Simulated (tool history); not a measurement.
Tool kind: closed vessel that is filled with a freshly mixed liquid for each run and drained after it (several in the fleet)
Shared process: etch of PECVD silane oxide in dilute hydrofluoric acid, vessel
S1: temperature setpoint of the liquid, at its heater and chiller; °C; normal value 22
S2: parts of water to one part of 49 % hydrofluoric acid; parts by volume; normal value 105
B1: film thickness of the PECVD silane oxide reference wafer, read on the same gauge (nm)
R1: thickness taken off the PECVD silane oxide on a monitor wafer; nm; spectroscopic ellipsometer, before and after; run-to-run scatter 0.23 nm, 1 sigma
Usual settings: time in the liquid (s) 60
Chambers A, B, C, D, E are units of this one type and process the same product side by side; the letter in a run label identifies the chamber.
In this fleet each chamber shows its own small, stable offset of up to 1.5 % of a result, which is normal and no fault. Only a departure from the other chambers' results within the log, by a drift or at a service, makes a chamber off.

run 1B hour=5.3 | S1=22 S2=105 time_in_the_liquid_(s)=60 | B1=150.02 | R1=25.993
run 2C hour=15.9 | S1=22 S2=105 time_in_the_liquid_(s)=60 | B1=150.00 | R1=25.584
-- hour=20.5 chamber C: thermometer replaced
run 3E hour=21.2 | S1=22 S2=105 time_in_the_liquid_(s)=60 | B1=149.98 | R1=26.039
run 4A hour=28.7 | S1=22 S2=105 time_in_the_liquid_(s)=60 | B1=150.00 | R1=26.262
run 5D hour=34.7 | S1=22 S2=105 time_in_the_liquid_(s)=60 | B1=150.02 | R1=26.548
run 6C hour=41.0 | S1=22 S2=105 time_in_the_liquid_(s)=60 | B1=150.00 | R1=25.773
run 7A hour=47.3 | S1=22 S2=105 time_in_the_liquid_(s)=60 | B1=149.98 | R1=25.930
run 8B hour=55.4 | S1=22 S2=105 time_in_the_liquid_(s)=60 | B1=150.01 | R1=26.109
run 9D hour=60.2 | S1=22 S2=105 time_in_the_liquid_(s)=60 | B1=149.99 | R1=26.468
run 10E hour=68.3 | S1=22 S2=105 time_in_the_liquid_(s)=60 | B1=150.00 | R1=25.658
run 11B hour=77.0 | S1=22 S2=105 time_in_the_liquid_(s)=60 | B1=150.00 | R1=26.340
run 12E hour=84.0 | S1=22 S2=105 time_in_the_liquid_(s)=60 | B1=149.99 | R1=26.059
run 13C hour=94.5 | S1=22 S2=105 time_in_the_liquid_(s)=60 | B1=150.01 | R1=26.310
run 14A hour=104.2 | S1=22 S2=105 time_in_the_liquid_(s)=60 | B1=150.01 | R1=26.245
run 15D hour=111.6 | S1=22 S2=105 time_in_the_liquid_(s)=60 | B1=150.01 | R1=26.213
run 16B hour=119.0 | S1=22 S2=105 time_in_the_liquid_(s)=60 | B1=150.01 | R1=26.071
run 17C hour=128.7 | S1=22 S2=105 time_in_the_liquid_(s)=60 | B1=150.00 | R1=25.906
run 18A hour=135.2 | S1=22 S2=105 time_in_the_liquid_(s)=60 | B1=149.97 | R1=25.739
run 19D hour=145.2 | S1=22 S2=105 time_in_the_liquid_(s)=60 | B1=149.99 | R1=26.429
run 20E hour=154.8 | S1=22 S2=105 time_in_the_liquid_(s)=60 | B1=149.98 | R1=26.072
run 21A hour=159.7 | S1=22 S2=105 time_in_the_liquid_(s)=60 | B1=150.02 | R1=26.320
run 22C hour=167.7 | S1=22 S2=105 time_in_the_liquid_(s)=60 | B1=150.01 | R1=26.808
run 23E hour=174.4 | S1=22 S2=105 time_in_the_liquid_(s)=60 | B1=149.99 | R1=25.700
run 24B hour=179.5 | S1=22 S2=105 time_in_the_liquid_(s)=60 | B1=149.99 | R1=26.268
run 25D hour=185.6 | S1=22 S2=105 time_in_the_liquid_(s)=60 | B1=149.99 | R1=26.649
run 26D hour=192.4 | S1=22 S2=105 time_in_the_liquid_(s)=60 | B1=149.99 | R1=26.558
run 27B hour=201.7 | S1=22 S2=105 time_in_the_liquid_(s)=60 | B1=150.00 | R1=25.974
run 28A hour=207.5 | S1=22 S2=105 time_in_the_liquid_(s)=60 | B1=150.01 | R1=25.959
run 29C hour=215.2 | S1=22 S2=70 time_in_the_liquid_(s)=85 | B1=149.99 | R1=60.078
run 30E hour=225.4 | S1=22 S2=70 time_in_the_liquid_(s)=85 | B1=150.01 | R1=58.472
run 31B hour=230.5 | S1=22 S2=70 time_in_the_liquid_(s)=85 | B1=149.99 | R1=57.811
run 32A hour=237.5 | S1=22 S2=70 time_in_the_liquid_(s)=85 | B1=149.99 | R1=57.428
run 33D hour=243.1 | S1=22 S2=70 time_in_the_liquid_(s)=85 | B1=150.01 | R1=59.361
run 34E hour=249.1 | S1=22 S2=105 time_in_the_liquid_(s)=30 | B1=150.00 | R1=13.094
run 35C hour=255.4 | S1=22 S2=105 time_in_the_liquid_(s)=30 | B1=149.99 | R1=14.146
run 36D hour=263.6 | S1=22 S2=105 time_in_the_liquid_(s)=30 | B1=150.01 | R1=13.257
run 37C hour=273.9 | S1=22 S2=105 time_in_the_liquid_(s)=30 | B1=150.00 | R1=14.133
run 38A hour=278.9 | S1=22 S2=105 time_in_the_liquid_(s)=30 | B1=149.99 | R1=12.974
run 39E hour=286.8 | S1=22 S2=105 time_in_the_liquid_(s)=60 | B1=150.00 | R1=25.917
run 40B hour=293.8 | S1=22 S2=60 time_in_the_liquid_(s)=60 | B1=150.00 | R1=47.927
run 41D hour=299.4 | S1=22 S2=60 time_in_the_liquid_(s)=60 | B1=149.99 | R1=48.894
run 42E hour=306.8 | S1=22 S2=60 time_in_the_liquid_(s)=60 | B1=150.02 | R1=48.197

Predict what each chamber gives when all 5 of them run the settings below next.
run 43A hour=314.6 | S1=22 S2=105 time_in_the_liquid_(s)=60 | R1=?
run 43B hour=314.6 | S1=22 S2=105 time_in_the_liquid_(s)=60 | R1=?
run 43C hour=314.6 | S1=22 S2=105 time_in_the_liquid_(s)=60 | R1=?
run 43D hour=314.6 | S1=22 S2=105 time_in_the_liquid_(s)=60 | R1=?
run 43E hour=314.6 | S1=22 S2=105 time_in_the_liquid_(s)=60 | R1=?

run=43A R1=26.260
run=43B R1=26.019
run=43C R1=28.848
run=43D R1=26.869
run=43E R1=26.103

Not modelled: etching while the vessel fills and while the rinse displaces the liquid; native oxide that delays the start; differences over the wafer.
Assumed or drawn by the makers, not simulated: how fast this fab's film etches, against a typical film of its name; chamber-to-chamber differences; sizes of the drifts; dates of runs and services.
